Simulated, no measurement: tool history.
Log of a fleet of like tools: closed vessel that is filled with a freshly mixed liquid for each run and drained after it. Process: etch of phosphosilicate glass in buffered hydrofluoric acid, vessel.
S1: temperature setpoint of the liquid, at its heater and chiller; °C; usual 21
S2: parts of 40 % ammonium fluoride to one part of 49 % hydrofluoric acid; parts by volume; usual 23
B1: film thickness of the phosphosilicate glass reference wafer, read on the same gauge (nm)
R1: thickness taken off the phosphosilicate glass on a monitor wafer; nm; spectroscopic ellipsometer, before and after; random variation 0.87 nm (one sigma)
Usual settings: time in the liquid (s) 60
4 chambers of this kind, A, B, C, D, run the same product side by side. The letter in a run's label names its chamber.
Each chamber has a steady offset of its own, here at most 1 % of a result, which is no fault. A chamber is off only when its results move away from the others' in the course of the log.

run 1C hour=4.8 | S1=21 S2=23 time_in_the_liquid_(s)=60 | B1=89.999 | R1=123.25
run 2B hour=10.9 | S1=21 S2=23 time_in_the_liquid_(s)=60 | B1=89.984 | R1=120.63
run 3A hour=16.1 | S1=21 S2=23 time_in_the_liquid_(s)=60 | B1=90.006 | R1=122.67
run 4D hour=19.9 | S1=21 S2=23 time_in_the_liquid_(s)=60 | B1=89.977 | R1=122.5
run 5C hour=26.1 | S1=21 S2=23 time_in_the_liquid_(s)=60 | B1=90 | R1=123.45
run 6D hour=30.7 | S1=21 S2=23 time_in_the_liquid_(s)=60 | B1=90.026 | R1=122.12
run 7A hour=35.9 | S1=21 S2=23 time_in_the_liquid_(s)=60 | B1=89.996 | R1=122.32
run 8B hour=43 | S1=21 S2=23 time_in_the_liquid_(s)=60 | B1=89.996 | R1=122.94
run 9A hour=49.2 | S1=18 S2=23 time_in_the_liquid_(s)=35 | B1=89.994 | R1=60.432
run 10B hour=53.4 | S1=18 S2=23 time_in_the_liquid_(s)=35 | B1=90.004 | R1=60.116
run 11C hour=60.2 | S1=18 S2=23 time_in_the_liquid_(s)=35 | B1=89.999 | R1=59.914
run 12D hour=67.3 | S1=18 S2=23 time_in_the_liquid_(s)=35 | B1=89.991 | R1=60.738
run 13A hour=71.2 | S1=21 S2=23 time_in_the_liquid_(s)=60 | B1=90.019 | R1=124.06
run 14C hour=75.5 | S1=25.5 S2=23 time_in_the_liquid_(s)=60 | B1=89.991 | R1=159.7
run 15D hour=82.4 | S1=25.5 S2=23 time_in_the_liquid_(s)=60 | B1=90.009 | R1=156.19
run 16B hour=86.1 | S1=25.5 S2=23 time_in_the_liquid_(s)=60 | B1=90.003 | R1=160.92
run 17D hour=92.4 | S1=25.5 S2=23 time_in_the_liquid_(s)=60 | B1=90.012 | R1=156.12
run 18A hour=95.9 | S1=21 S2=23 time_in_the_liquid_(s)=60 | B1=89.996 | R1=123.3
run 19C hour=102.9 | S1=21 S2=23 time_in_the_liquid_(s)=60 | B1=89.99 | R1=124.68
run 20B hour=107.3 | S1=21 S2=23 time_in_the_liquid_(s)=60 | B1=90.012 | R1=126.13
run 21D hour=112.9 | S1=21 S2=23 time_in_the_liquid_(s)=60 | B1=90.01 | R1=121.49
run 22A hour=117.5 | S1=21 S2=23 time_in_the_liquid_(s)=60 | B1=90.005 | R1=123.29
run 23C hour=123.5 | S1=21 S2=30 time_in_the_liquid_(s)=30 | B1=89.989 | R1=50.797
run 24B hour=130.3 | S1=21 S2=30 time_in_the_liquid_(s)=30 | B1=89.999 | R1=53.728
run 25D hour=134.9 | S1=21 S2=30 time_in_the_liquid_(s)=30 | B1=90.008 | R1=50.221

All 4 chambers run these settings next. Forecast each chamber's results:
run 26A hour=140.1 | S1=24 S2=23 time_in_the_liquid_(s)=60 | R1=?
run 26B hour=140.1 | S1=24 S2=23 time_in_the_liquid_(s)=60 | R1=?
run 26C hour=140.1 | S1=24 S2=23 time_in_the_liquid_(s)=60 | R1=?
run 26D hour=140.1 | S1=24 S2=23 time_in_the_liquid_(s)=60 | R1=?

run=26A R1=145.9
run=26B R1=152.38
run=26C R1=145.87
run=26D R1=144.2

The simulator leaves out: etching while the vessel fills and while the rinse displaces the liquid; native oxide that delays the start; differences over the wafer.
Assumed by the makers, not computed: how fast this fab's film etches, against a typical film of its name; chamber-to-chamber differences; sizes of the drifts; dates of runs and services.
